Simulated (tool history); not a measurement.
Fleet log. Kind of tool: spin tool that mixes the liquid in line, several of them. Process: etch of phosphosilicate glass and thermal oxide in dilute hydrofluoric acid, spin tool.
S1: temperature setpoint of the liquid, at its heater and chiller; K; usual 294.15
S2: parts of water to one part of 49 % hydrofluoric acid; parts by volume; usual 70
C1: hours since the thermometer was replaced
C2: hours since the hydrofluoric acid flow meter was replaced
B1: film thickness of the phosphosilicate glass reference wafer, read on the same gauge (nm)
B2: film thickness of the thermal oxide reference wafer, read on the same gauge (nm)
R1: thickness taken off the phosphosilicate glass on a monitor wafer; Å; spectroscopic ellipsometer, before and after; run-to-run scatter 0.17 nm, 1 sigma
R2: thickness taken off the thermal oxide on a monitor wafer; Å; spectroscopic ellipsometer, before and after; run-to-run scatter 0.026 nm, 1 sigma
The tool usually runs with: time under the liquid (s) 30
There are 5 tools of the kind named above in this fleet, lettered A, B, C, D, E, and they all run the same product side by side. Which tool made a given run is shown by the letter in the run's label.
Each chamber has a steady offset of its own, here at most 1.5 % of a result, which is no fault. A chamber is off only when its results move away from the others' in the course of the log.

{"run": "1B", "day": 0.467, "S1": 294.15, "S2": 70, "time under the liquid (s)": 30, "C1": 868.7, "C2": 571.4, "B1": 40.003, "B2": 89.988, "R1": 233.68, "R2": 19.383}
{"run": "2A", "day": 1.075, "S1": 294.15, "S2": 70, "time under the liquid (s)": 30, "C1": 200.4, "C2": 173.4, "B1": 39.97, "B2": 90.015, "R1": 240.84, "R2": 18.963}
{"run": "3D", "day": 1.517, "S1": 294.15, "S2": 70, "time under the liquid (s)": 30, "C1": 211.5, "C2": 1486.2, "B1": 40.011, "B2": 89.97, "R1": 237.82, "R2": 19.297}
{"run": "4C", "day": 2.042, "S1": 294.15, "S2": 70, "time under the liquid (s)": 30, "C1": 880.5, "C2": 442.7, "B1": 39.991, "B2": 90.018, "R1": 236.48, "R2": 19.236}
{"run": "5E", "day": 2.417, "S1": 294.15, "S2": 70, "time under the liquid (s)": 30, "C1": 945.5, "C2": 1160.7, "B1": 40.013, "B2": 89.998, "R1": 238.88, "R2": 19.237}
{"run": "6E", "day": 2.871, "S1": 294.15, "S2": 100, "time under the liquid (s)": 30, "C1": 956.4, "C2": 1171.6, "B1": 39.989, "B2": 89.996, "R1": 159.5, "R2": 12.871}
{"run": "7D", "day": 3.533, "S1": 294.15, "S2": 100, "time under the liquid (s)": 30, "C1": 259.9, "C2": 1534.6, "B1": 39.973, "B2": 89.98, "R1": 161.99, "R2": 12.715}
{"run": "8C", "day": 3.929, "S1": 294.15, "S2": 100, "time under the liquid (s)": 30, "C1": 925.8, "C2": 488, "B1": 40.021, "B2": 89.989, "R1": 158.08, "R2": 12.819}
{"run": "9B", "day": 4.583, "S1": 294.15, "S2": 100, "time under the liquid (s)": 30, "C1": 967.5, "C2": 670.2, "B1": 39.963, "B2": 90.004, "R1": 159.45, "R2": 12.655}
{"run": "10A", "day": 5.208, "S1": 294.15, "S2": 100, "time under the liquid (s)": 30, "C1": 299.6, "C2": 272.6, "B1": 40.032, "B2": 90.013, "R1": 160, "R2": 12.998}
{"run": "11E", "day": 5.712, "S1": 294.15, "S2": 70, "time under the liquid (s)": 30, "C1": 1024.6, "C2": 1239.8, "B1": 40.025, "B2": 89.991, "R1": 234.95, "R2": 19.289}
{"run": "12B", "day": 6.167, "S1": 294.15, "S2": 70, "time under the liquid (s)": 30, "C1": 1005.5, "C2": 708.2, "B1": 40.013, "B2": 89.973, "R1": 237.86, "R2": 19.253}
{"run": "13A", "day": 6.796, "S1": 294.15, "S2": 70, "time under the liquid (s)": 30, "C1": 337.7, "C2": 310.7, "B1": 40.013, "B2": 90.05, "R1": 238.13, "R2": 18.779}
{"run": "14D", "day": 7.271, "S1": 294.15, "S2": 70, "time under the liquid (s)": 30, "C1": 349.6, "C2": 1624.3, "B1": 39.998, "B2": 89.998, "R1": 239.73, "R2": 18.591}
{"run": "15C", "day": 7.75, "S1": 294.15, "S2": 70, "time under the liquid (s)": 30, "C1": 1017.5, "C2": 579.7, "B1": 40.001, "B2": 90.047, "R1": 237.27, "R2": 19.152}
{"run": "16E", "day": 8.2, "S1": 298.65, "S2": 70, "time under the liquid (s)": 30, "C1": 1084.3, "C2": 1299.5, "B1": 39.953, "B2": 89.978, "R1": 284.2, "R2": 22.713}
{"run": "17C", "day": 8.854, "S1": 298.65, "S2": 70, "time under the liquid (s)": 30, "C1": 1044, "C2": 606.2, "B1": 40.011, "B2": 90.035, "R1": 283.67, "R2": 22.922}
{"run": "18D", "day": 9.179, "S1": 298.65, "S2": 70, "time under the liquid (s)": 30, "C1": 395.4, "C2": 1670.1, "B1": 39.98, "B2": 89.99, "R1": 285.76, "R2": 22.952}
{"run": "19B", "day": 9.667, "S1": 298.65, "S2": 70, "time under the liquid (s)": 30, "C1": 1089.5, "C2": 792.2, "B1": 39.969, "B2": 89.983, "R1": 280.87, "R2": 23.203}
{"run": "20A", "day": 9.967, "S1": 298.65, "S2": 70, "time under the liquid (s)": 30, "C1": 413.8, "C2": 386.8, "B1": 39.958, "B2": 89.96, "R1": 281.63, "R2": 23.362}
{"day": 10.333, "done": "chamber D: hydrofluoric acid flow meter replaced"}
{"run": "21E", "day": 10.338, "S1": 294.15, "S2": 70, "time under the liquid (s)": 30, "C1": 1135.6, "C2": 1350.8, "B1": 40.023, "B2": 90.03, "R1": 237.95, "R2": 18.801}
{"run": "22A", "day": 10.958, "S1": 294.15, "S2": 70, "time under the liquid (s)": 30, "C1": 437.6, "C2": 410.6, "B1": 39.995, "B2": 89.966, "R1": 237.11, "R2": 18.846}
{"run": "23C", "day": 11.312, "S1": 294.15, "S2": 70, "time under the liquid (s)": 30, "C1": 1103, "C2": 665.2, "B1": 39.981, "B2": 90.037, "R1": 237.1, "R2": 19.394}
{"run": "24D", "day": 11.908, "S1": 296.65, "S2": 70, "time under the liquid (s)": 30, "C1": 460.9, "C2": 37.9, "B1": 39.996, "B2": 90.009, "R1": 260.91, "R2": 21.034}
{"run": "25B", "day": 12.258, "S1": 296.65, "S2": 70, "time under the liquid (s)": 30, "C1": 1151.7, "C2": 854.4, "B1": 39.969, "B2": 90.009, "R1": 263.87, "R2": 21.087}
{"run": "26A", "day": 12.933, "S1": 296.65, "S2": 70, "time under the liquid (s)": 30, "C1": 485, "C2": 458, "B1": 40.004, "B2": 89.997, "R1": 262.81, "R2": 20.758}
{"run": "27B", "day": 13.488, "S1": 296.65, "S2": 70, "time under the liquid (s)": 30, "C1": 1181.2, "C2": 883.9, "B1": 40.003, "B2": 89.968, "R1": 261.21, "R2": 20.978}
{"run": "28C", "day": 14.154, "S1": 296.65, "S2": 70, "time under the liquid (s)": 30, "C1": 1171.2, "C2": 733.4, "B1": 40.023, "B2": 89.996, "R1": 261.81, "R2": 20.868}
{"run": "29D", "day": 14.525, "S1": 294.15, "S2": 70, "time under the liquid (s)": 30, "C1": 523.7, "C2": 100.7, "B1": 40.013, "B2": 89.981, "R1": 238.44, "R2": 18.327}
{"day": 14.821, "done": "chamber E: hydrofluoric acid flow meter replaced"}
{"run": "30E", "day": 15.008, "S1": 294.15, "S2": 70, "time under the liquid (s)": 30, "C1": 1247.7, "C2": 4.5, "B1": 40.031, "B2": 89.98, "R1": 237.88, "R2": 18.864}
{"run": "31E", "day": 15.617, "S1": 294.15, "S2": 70, "time under the liquid (s)": 30, "C1": 1262.3, "C2": 19.1, "B1": 39.974, "B2": 90.018, "R1": 236.75, "R2": 19.55}
{"run": "32A", "day": 15.996, "S1": 294.15, "S2": 70, "time under the liquid (s)": 30, "C1": 558.5, "C2": 531.5, "B1": 39.973, "B2": 90.028, "R1": 241.51, "R2": 18.602}
{"run": "33B", "day": 16.346, "S1": 294.15, "S2": 70, "time under the liquid (s)": 30, "C1": 1249.8, "C2": 952.5, "B1": 40, "B2": 90.016, "R1": 233.94, "R2": 19.099}
{"run": "34D", "day": 16.717, "S1": 294.15, "S2": 70, "time under the liquid (s)": 30, "C1": 576.3, "C2": 153.3, "B1": 39.991, "B2": 90.02, "R1": 234.89, "R2": 18.737}
{"run": "35C", "day": 17.3, "S1": 294.15, "S2": 70, "time under the liquid (s)": 30, "C1": 1246.7, "C2": 808.9, "B1": 39.979, "B2": 90.011, "R1": 236.69, "R2": 19.57}
{"run": "36A", "day": 17.858, "S1": 294.15, "S2": 70, "time under the liquid (s)": 30, "C1": 603.2, "C2": 576.2, "B1": 39.954, "B2": 89.99, "R1": 238.28, "R2": 19.349}
{"run": "37D", "day": 18.225, "S1": 294.15, "S2": 70, "time under the liquid (s)": 30, "C1": 612.5, "C2": 189.5, "B1": 39.972, "B2": 89.997, "R1": 234.02, "R2": 18.928}
{"run": "38B", "day": 18.721, "S1": 294.15, "S2": 70, "time under the liquid (s)": 30, "C1": 1306.8, "C2": 1009.5, "B1": 40.02, "B2": 90.027, "R1": 234.79, "R2": 18.984}
{"run": "39C", "day": 19.292, "S1": 294.15, "S2": 70, "time under the liquid (s)": 30, "C1": 1294.5, "C2": 856.7, "B1": 40.047, "B2": 89.981, "R1": 236.7, "R2": 19.064}
{"run": "40E", "day": 19.921, "S1": 294.15, "S2": 70, "time under the liquid (s)": 30, "C1": 1365.6, "C2": 122.4, "B1": 40.006, "B2": 90.006, "R1": 234.61, "R2": 19.052}

Next, all 5 chambers run the settings below, one line each with question marks for the results. What does each chamber give?
{"run": "41A", "day": 20.4, "S1": 294.15, "S2": 70, "time under the liquid (s)": 30, "R1": "?", "R2": "?"}
{"run": "41B", "day": 20.4, "S1": 294.15, "S2": 70, "time under the liquid (s)": 30, "R1": "?", "R2": "?"}
{"run": "41C", "day": 20.4, "S1": 294.15, "S2": 70, "time under the liquid (s)": 30, "R1": "?", "R2": "?"}
{"run": "41D", "day": 20.4, "S1": 294.15, "S2": 70, "time under the liquid (s)": 30, "R1": "?", "R2": "?"}
{"run": "41E", "day": 20.4, "S1": 294.15, "S2": 70, "time under the liquid (s)": 30, "R1": "?", "R2": "?"}

run=41A R1=235.83 R2=18.919
run=41B R1=231.41 R2=19.322
run=41C R1=239.47 R2=19.687
run=41D R1=235.45 R2=19.204
run=41E R1=235.79 R2=19.104

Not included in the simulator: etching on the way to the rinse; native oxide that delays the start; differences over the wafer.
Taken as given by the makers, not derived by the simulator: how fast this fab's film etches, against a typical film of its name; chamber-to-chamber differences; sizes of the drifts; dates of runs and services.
